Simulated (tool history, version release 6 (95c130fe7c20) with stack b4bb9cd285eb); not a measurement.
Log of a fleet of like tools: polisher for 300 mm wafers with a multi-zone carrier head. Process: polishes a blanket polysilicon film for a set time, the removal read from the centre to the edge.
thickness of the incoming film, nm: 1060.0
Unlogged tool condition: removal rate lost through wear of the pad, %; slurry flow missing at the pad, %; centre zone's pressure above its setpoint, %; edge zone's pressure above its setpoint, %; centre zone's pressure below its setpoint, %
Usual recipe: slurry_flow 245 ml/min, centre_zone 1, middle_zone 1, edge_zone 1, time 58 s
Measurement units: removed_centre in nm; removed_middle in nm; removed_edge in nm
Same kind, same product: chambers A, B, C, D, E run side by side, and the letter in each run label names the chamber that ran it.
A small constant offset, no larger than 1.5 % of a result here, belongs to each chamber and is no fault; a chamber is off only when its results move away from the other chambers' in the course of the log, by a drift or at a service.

run   hour  slurry_flow  centre_zone  middle_zone  edge_zone  time  wafers polished on this pad  hours since the slurry nozzle was cleaned  hours since the centre zone pressure was calibrated  hours since the edge zone pressure was calibrated  removed_centre  removed_middle  removed_edge
 1D    6.4          245            1            1          1    58                          559                                      295.6                                                769.2                                              876.4          328.51          325.88        332.41
 2B   13.4          245            1            1          1    58                          344                                       31.8                                                 53.4                                              735.5          331.14          322.79        326.87
 3C   17.8          245            1            1          1    58                          205                                      308.9                                                637.3                                               89.1          329.37          328.15        325.65
      19.7  -- chamber C: slurry nozzle cleaned
 4A     22          245            1            1          1    58                          507                                      923.2                                                165.9                                              666.4          331.68          330.63        318.65
 5E   26.9          245            1            1          1    58                          424                                      517.8                                               1116.3                                              386.4           328.8          327.08        333.85
 6E     34          245            1            1          1    58                          488                                      524.9                                               1123.4                                              393.5          330.53          326.07        324.72
 7D   38.9          245            1            1          1    58                          855                                      328.1                                                801.7                                              908.9          330.61          325.41        325.41
      42.8  -- chamber E: worn pad replaced by a new one
 8B   45.7          245            1         0.92          1    58                          637                                       64.1                                                 85.7                                              767.8          327.62          303.99        327.07
 9C   50.6          245            1         0.92          1    58                          503                                       30.9                                                670.1                                              121.9          332.65           299.4        334.05
      50.7  -- chamber A: worn pad replaced by a new one
10A   55.5          245            1         0.92          1    58                           44                                      956.7                                                199.4                                              699.9          328.26          312.22         320.8
      59.3  -- chamber D: worn pad replaced by a new one
11B   59.4          245            1         0.92          1    58                          762                                       77.8                                                 99.4                                              781.5          334.87          297.72         318.3
12E   67.8          245            1         0.92          1    58                          227                                      558.7                                               1157.2                                              427.3          331.19          301.49         321.8
13A   72.3          245            1            1          1    58                          197                                      973.5                                                216.2                                              716.7          330.16          331.95        327.29
      74.6  -- chamber E: centre zone pressure recalibrated
      75.7  -- chamber C: worn pad replaced by a new one
14C   79.1          245            1            1          1    58                           31                                       59.4                                                698.6                                              150.4          328.76          325.93        334.78
15D   86.1          245            1            1          1    58                          243                                      375.3                                                848.9                                              956.1           329.9          328.22        330.19
16D   92.1          245            1            1          1    58                          298                                      381.3                                                854.9                                              962.1          323.96           328.7        318.58
17C     96          245            1            1          1    58                          185                                       76.3                                                715.5                                              167.3          329.49          325.11         328.7
     101.5  -- chamber A: slurry nozzle cleaned
18B  104.4          245            1         1.09          1    58                         1171                                      122.8                                                144.4                                              826.5          329.83          351.69        319.83
19E  108.7          245            1         1.09          1    58                          599                                      599.6                                                 34.2                                              468.2           355.8          349.92        336.42
     108.9  -- chamber B: edge zone pressure recalibrated
     113.5  -- chamber E: worn pad replaced by a new one
20A  115.7          245            1         1.09          1    58                          591                                       14.2                                                259.6                                              760.1          328.22          360.36         323.1
     116.8  -- chamber A: worn pad replaced by a new one
     116.9  -- chamber B: worn pad replaced by a new one
21E  122.5          245            1         1.09          1    58                           82                                      613.4                                                   48                                                482          351.86          356.47        326.62
22B  130.6          245            1         1.09          1    58                          125                                        149                                                170.6                                               21.8          330.31          350.95        326.54
23C  138.8          245            1            1          1    58                          574                                      119.1                                                758.3                                              210.1          331.99           323.8        324.83
24A  146.6          245            1            1          1    58                          271                                       45.1                                                290.5                                                791          334.36          333.92        324.92
25D  154.7          245            1            1          1    58                          867                                      443.9                                                917.5                                             1024.7          324.17          322.05         323.4
26C  160.4          245            1            1          1    58                          770                                      140.7                                                779.9                                              231.7          334.16          325.05        334.59
27B  165.4          245            1            1          1    58                          441                                      183.8                                                205.4                                               56.6           329.6          326.34        316.39
     165.5  -- chamber C: worn pad replaced by a new one
28E  173.1          245            1            1          1    58                          542                                        664                                                 98.6                                              532.6          351.24          320.43        330.59
     174.4  -- chamber E: worn pad replaced by a new one
     177.4  -- chamber D: worn pad replaced by a new one
29A  178.2          245            1            1          1    48                          558                                       76.7                                                322.1                                              822.6          272.65          275.96        274.14
     179.5  -- chamber A: centre zone pressure recalibrated
30D  183.2          245            1            1          1    48                           53                                      472.4                                                  946                                             1053.2          270.35          270.23        271.39
31B  187.2          245            1            1          1    48                          639                                      205.6                                                227.2                                               78.4          272.46          265.83        270.38
32D  193.7          245            1            1          1    48                          148                                      482.9                                                956.5                                             1063.7          273.68             270        268.97
       194  -- chamber A: edge zone pressure recalibrated
     199.7  -- chamber A: worn pad replaced by a new one
33C  200.1          245            1            1          1    48                          315                                      180.4                                                819.6                                              271.4          274.82          270.24        275.27
34A  204.2          305            1         1.07          1    58                           40                                      102.7                                                 24.7                                               10.2           338.9          358.48        329.18
35E  210.9          305            1         1.07          1    58                          332                                      701.8                                                136.4                                              570.4          364.37          360.27        336.45
36D  215.8          305            1         1.07          1    58                          349                                        505                                                978.6                                             1085.8          335.53          357.43        329.45
37C  223.3          305            1         1.07          1    58                          526                                      203.6                                                842.8                                              294.6          338.58          352.05        328.19
38A  230.8          305            1         1.07          1    58                          282                                      129.3                                                 51.3                                               36.8          338.19          360.79        331.26
39E  234.7          245            1            1          1    58                          549                                      725.6                                                160.2                                              594.2          357.72          324.42        326.39
40B  239.9          245            1            1          1    58                         1118                                      258.3                                                279.9                                              131.1          332.36          325.58        321.46

One chamber off, gauge drift, or nothing amiss beyond the chambers' own small offsets? If it is a chamber, which one, and what is the likeliest cause?

A service on chamber E put it out of line with the rest.
Most likely cause: centre zone's pressure above its setpoint, % = 6.66.

Below are 4 candidate recipes for chamber E's next run, each the usual settings with a change, their results shown as question marks. Which of them brings E's results back in line with what the other chambers give on the usual settings?
In line means no further than this from the other chambers' mean on the usual settings: removed_centre 8.1 nm; removed_middle 8.1 nm; removed_edge 16 nm
41E-1  246.1          240         0.95         1.02       1.01    57                                                                                                                                                                                               ?               ?             ?
41E-2  246.1          245         1.02         0.99       0.99    58                                                                                                                                                                                               ?               ?             ?
41E-3  246.1          245         0.98         1.01       1.01    58                                                                                                                                                                                               ?               ?             ?
41E-4  246.1          250         1.05         0.98       0.99    59                                                                                                                                                                                               ?               ?             ?

The mean the other chambers reach with the usual settings: removed_centre 329.38 nm; removed_middle 326.46 nm; removed_edge 325.77 nm
  run  removed_centre  removed_middle  removed_edge
41E-1          326.64          327.86        324.27
41E-2          360.13          325.34        327.28
41E-3           344.8           331.4        330.63
41E-4          379.06          328.63        333.58
Change 41E-1 lands the chamber within the allowed miss of the other chambers.

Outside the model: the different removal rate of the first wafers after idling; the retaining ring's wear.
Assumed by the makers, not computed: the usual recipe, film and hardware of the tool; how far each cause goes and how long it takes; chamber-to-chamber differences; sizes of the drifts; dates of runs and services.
